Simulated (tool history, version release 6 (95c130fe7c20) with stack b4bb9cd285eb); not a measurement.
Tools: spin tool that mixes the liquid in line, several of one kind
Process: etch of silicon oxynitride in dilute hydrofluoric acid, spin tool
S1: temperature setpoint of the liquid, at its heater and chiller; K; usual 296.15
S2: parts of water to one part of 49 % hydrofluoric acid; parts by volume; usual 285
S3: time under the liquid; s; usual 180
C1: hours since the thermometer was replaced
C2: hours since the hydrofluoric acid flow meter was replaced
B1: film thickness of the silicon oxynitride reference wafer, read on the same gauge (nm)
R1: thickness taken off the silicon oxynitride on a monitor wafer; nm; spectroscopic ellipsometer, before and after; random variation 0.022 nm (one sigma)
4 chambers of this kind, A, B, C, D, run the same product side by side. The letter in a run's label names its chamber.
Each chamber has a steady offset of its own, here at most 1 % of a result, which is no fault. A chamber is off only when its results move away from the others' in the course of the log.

{"run": "1C", "hour": 5.7, "S1": 296.15, "S2": 285, "S3": 180, "C1": 533.1, "C2": 624.7, "B1": 149.98, "R1": 2.5344}
{"run": "2D", "hour": 10.9, "S1": 296.15, "S2": 285, "S3": 180, "C1": 443.6, "C2": 269.1, "B1": 150.03, "R1": 2.5117}
{"run": "3A", "hour": 16.8, "S1": 296.15, "S2": 285, "S3": 180, "C1": 1606.0, "C2": 1089.1, "B1": 150.01, "R1": 2.4868}
{"run": "4B", "hour": 24.0, "S1": 296.15, "S2": 285, "S3": 180, "C1": 45.4, "C2": 298.4, "B1": 150.02, "R1": 2.5309}
{"run": "5B", "hour": 30.5, "S1": 296.15, "S2": 285, "S3": 180, "C1": 51.9, "C2": 304.9, "B1": 149.99, "R1": 2.5439}
{"run": "6D", "hour": 35.1, "S1": 300.65, "S2": 285, "S3": 215, "C1": 467.8, "C2": 293.3, "B1": 150.0, "R1": 3.5945}
{"run": "7A", "hour": 39.1, "S1": 300.65, "S2": 285, "S3": 215, "C1": 1628.3, "C2": 1111.4, "B1": 149.98, "R1": 3.5839}
{"run": "8C", "hour": 42.9, "S1": 300.65, "S2": 285, "S3": 215, "C1": 570.3, "C2": 661.9, "B1": 150.01, "R1": 3.6373}
{"run": "9C", "hour": 47.0, "S1": 300.65, "S2": 285, "S3": 215, "C1": 574.4, "C2": 666.0, "B1": 149.98, "R1": 3.6326}
{"run": "10B", "hour": 53.8, "S1": 296.15, "S2": 285, "S3": 180, "C1": 75.2, "C2": 328.2, "B1": 150.0, "R1": 2.5404}
{"run": "11D", "hour": 61.5, "S1": 296.15, "S2": 165, "S3": 180, "C1": 494.2, "C2": 319.7, "B1": 150.0, "R1": 4.7596}
{"run": "12A", "hour": 68.7, "S1": 296.15, "S2": 165, "S3": 180, "C1": 1657.9, "C2": 1141.0, "B1": 150.01, "R1": 4.6022}
{"run": "13B", "hour": 74.2, "S1": 296.15, "S2": 165, "S3": 180, "C1": 95.6, "C2": 348.6, "B1": 149.99, "R1": 4.8721}
{"run": "14D", "hour": 81.0, "S1": 296.15, "S2": 165, "S3": 180, "C1": 513.7, "C2": 339.2, "B1": 150.0, "R1": 4.7692}
{"run": "15C", "hour": 85.5, "S1": 296.15, "S2": 285, "S3": 180, "C1": 612.9, "C2": 704.5, "B1": 150.01, "R1": 2.5256}
{"run": "16A", "hour": 91.7, "S1": 296.15, "S2": 155, "S3": 120, "C1": 1680.9, "C2": 1164.0, "B1": 150.0, "R1": 3.1986}
{"run": "17D", "hour": 99.3, "S1": 296.15, "S2": 155, "S3": 120, "C1": 532.0, "C2": 357.5, "B1": 150.01, "R1": 3.3816}
{"run": "18A", "hour": 104.0, "S1": 296.15, "S2": 155, "S3": 120, "C1": 1693.2, "C2": 1176.3, "B1": 149.99, "R1": 3.1603}
{"run": "19C", "hour": 108.5, "S1": 296.15, "S2": 155, "S3": 120, "C1": 635.9, "C2": 727.5, "B1": 150.0, "R1": 3.3827}
{"run": "20B", "hour": 113.8, "S1": 296.15, "S2": 285, "S3": 180, "C1": 135.2, "C2": 388.2, "B1": 150.0, "R1": 2.5319}
{"run": "21B", "hour": 120.5, "S1": 296.15, "S2": 285, "S3": 180, "C1": 141.9, "C2": 394.9, "B1": 150.03, "R1": 2.5199}
{"run": "22C", "hour": 128.2, "S1": 296.15, "S2": 285, "S3": 180, "C1": 655.6, "C2": 747.2, "B1": 150.0, "R1": 2.5264}
{"run": "23D", "hour": 135.3, "S1": 291.15, "S2": 355, "S3": 180, "C1": 568.0, "C2": 393.5, "B1": 150.02, "R1": 1.5294}
{"run": "24A", "hour": 141.7, "S1": 291.15, "S2": 355, "S3": 180, "C1": 1730.9, "C2": 1214.0, "B1": 149.99, "R1": 1.4895}
{"run": "25B", "hour": 147.4, "S1": 291.15, "S2": 355, "S3": 180, "C1": 168.8, "C2": 421.8, "B1": 149.98, "R1": 1.5678}
{"run": "26D", "hour": 152.5, "S1": 291.15, "S2": 355, "S3": 180, "C1": 585.2, "C2": 410.7, "B1": 150.01, "R1": 1.5297}
{"run": "27A", "hour": 158.7, "S1": 296.15, "S2": 285, "S3": 180, "C1": 1747.9, "C2": 1231.0, "B1": 150.0, "R1": 2.363}
{"run": "28C", "hour": 162.9, "S1": 296.15, "S2": 285, "S3": 180, "C1": 690.3, "C2": 781.9, "B1": 150.0, "R1": 2.5362}
{"run": "29B", "hour": 169.9, "S1": 296.15, "S2": 285, "S3": 180, "C1": 191.3, "C2": 444.3, "B1": 149.99, "R1": 2.539}
{"run": "30D", "hour": 176.1, "S1": 296.15, "S2": 285, "S3": 180, "C1": 608.8, "C2": 434.3, "B1": 150.03, "R1": 2.5093}
{"hour": 179.0, "done": "chamber D: thermometer replaced"}
{"run": "31C", "hour": 182.7, "S1": 296.15, "S2": 285, "S3": 180, "C1": 710.1, "C2": 801.7, "B1": 150.01, "R1": 2.4923}
{"hour": 187.8, "done": "chamber A: thermometer replaced"}
{"run": "32A", "hour": 188.3, "S1": 296.15, "S2": 285, "S3": 180, "C1": 0.6, "C2": 1260.6, "B1": 150.0, "R1": 2.3108}
{"run": "33A", "hour": 192.7, "S1": 296.15, "S2": 285, "S3": 180, "C1": 5.0, "C2": 1265.0, "B1": 150.0, "R1": 2.316}
{"run": "34D", "hour": 199.9, "S1": 296.15, "S2": 285, "S3": 180, "C1": 21.0, "C2": 458.1, "B1": 149.99, "R1": 2.5083}
{"run": "35B", "hour": 207.8, "S1": 296.15, "S2": 285, "S3": 180, "C1": 229.2, "C2": 482.2, "B1": 149.99, "R1": 2.5288}
{"run": "36C", "hour": 211.4, "S1": 296.15, "S2": 285, "S3": 180, "C1": 738.8, "C2": 830.4, "B1": 150.0, "R1": 2.5117}
{"run": "37C", "hour": 215.5, "S1": 296.15, "S2": 285, "S3": 180, "C1": 742.9, "C2": 834.5, "B1": 149.98, "R1": 2.5357}
{"run": "38A", "hour": 219.2, "S1": 296.15, "S2": 285, "S3": 180, "C1": 31.5, "C2": 1291.5, "B1": 149.99, "R1": 2.2919}
{"run": "39B", "hour": 226.5, "S1": 296.15, "S2": 285, "S3": 180, "C1": 247.9, "C2": 500.9, "B1": 150.01, "R1": 2.5481}
{"run": "40D", "hour": 233.0, "S1": 296.15, "S2": 285, "S3": 180, "C1": 54.1, "C2": 491.2, "B1": 149.99, "R1": 2.4675}

What goes on in this fleet: one chamber off, a drifting gauge, or nothing beyond the chambers' own small offsets? Name the chamber and the cause, if any.

Chamber A drifts away from the others.
Cause: hydrofluoric acid flow below the setpoint (%) = 7.82.

Here are 4 candidates for chamber A's next run, each the usual settings with a change, their results left as question marks. Which one brings its results back in line with what the others give on the usual settings?
In line means no further than this from the other chambers' mean on the usual settings: R1 0.0780 nm
{"run": "41A-1", "hour": 238.8, "S1": 296.15, "S2": 285, "S3": 190, "R1": "?"}
{"run": "41A-2", "hour": 238.8, "S1": 296.15, "S2": 275, "S3": 190, "R1": "?"}
{"run": "41A-3", "hour": 238.8, "S1": 296.15, "S2": 310, "S3": 180, "R1": "?"}
{"run": "41A-4", "hour": 238.8, "S1": 295.15, "S2": 285, "S3": 180, "R1": "?"}

The other chambers' mean on the usual settings: R1 2.5132 nm
run=41A-1 R1=2.3805
run=41A-2 R1=2.4831
run=41A-3 R1=2.0401
run=41A-4 R1=2.1623
41A-2 brings the chamber back in line.
